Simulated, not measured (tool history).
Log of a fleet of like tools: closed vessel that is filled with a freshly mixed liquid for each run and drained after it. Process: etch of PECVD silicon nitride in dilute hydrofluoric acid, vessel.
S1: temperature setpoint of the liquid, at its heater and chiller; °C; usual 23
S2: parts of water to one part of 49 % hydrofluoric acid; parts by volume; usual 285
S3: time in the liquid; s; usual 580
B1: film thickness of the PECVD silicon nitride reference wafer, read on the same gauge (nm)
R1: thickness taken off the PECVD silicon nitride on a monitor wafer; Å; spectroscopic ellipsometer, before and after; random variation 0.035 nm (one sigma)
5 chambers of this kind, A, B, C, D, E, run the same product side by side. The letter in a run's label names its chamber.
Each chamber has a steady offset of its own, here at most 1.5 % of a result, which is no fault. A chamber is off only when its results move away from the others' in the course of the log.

run,hour,S1,S2,S3,B1,R1
1B,5.6,23,285,580,120.04,43.932
2A,9.7,23,285,580,119.96,43.121
3C,14.3,23,285,580,119.99,44.258
4D,17.9,23,285,580,120,44.738
5E,21.8,23,285,580,120,43.982
6E,27.8,23,285,580,120.02,43.835
# hour 28.4: chamber D: thermometer replaced
7A,32.8,23,285,445,120.01,33.552
8B,38.3,23,285,445,119.98,34.101
9C,44.9,23,285,445,120.01,33.701
10D,51,23,285,445,120.02,34.357
11A,54.3,23,285,445,119.96,33.886
12D,59.9,26.5,360,580,119.99,43.404
13C,65.5,26.5,360,580,119.99,42.447
14B,70.1,26.5,360,580,119.98,43.333
15E,75.5,26.5,360,580,119.99,42.796
16B,80,26.5,360,580,119.99,43.659
17A,84.7,27.5,285,580,119.98,57.432
18E,89.4,27.5,285,580,119.98,58.228
19C,93.2,27.5,285,580,120,55.424
20D,99.9,27.5,285,580,120.01,57.695
21C,105,27.5,285,580,120,56.046
22B,110.3,23,285,580,120,44.233
23D,115.5,23,285,580,119.98,44.333
24A,120.9,23,285,580,120.01,43.799
25E,127.1,23,285,580,120.01,43.714
26B,131,23,285,580,120.03,43.902
27D,134.2,19,285,580,120.03,34.643
28A,137.3,19,285,580,119.99,33.577
29C,142,19,285,580,120.03,32.089
30E,148.1,19,285,580,120,33.485
31A,151.6,19,285,580,120.03,33.728
32C,158,23,285,580,120,41.653
33E,164.2,23,285,580,120.01,43.697
34D,168.3,23,285,580,119.99,43.868
35B,174.9,23,285,580,119.98,44.224
36A,179.6,23,285,580,119.97,43.553
37E,183.2,23,285,580,119.98,43.79
38B,187.3,23,285,580,119.97,43.836
39C,191.2,23,285,580,119.98,41.068

All 5 chambers run these settings next. Forecast each chamber's results:
40A,196,23,285,690,,?
40B,196,23,285,690,,?
40C,196,23,285,690,,?
40D,196,23,285,690,,?
40E,196,23,285,690,,?

run,R1
40A,51.301
40B,52.005
40C,47.885
40D,52.946
40E,51.508
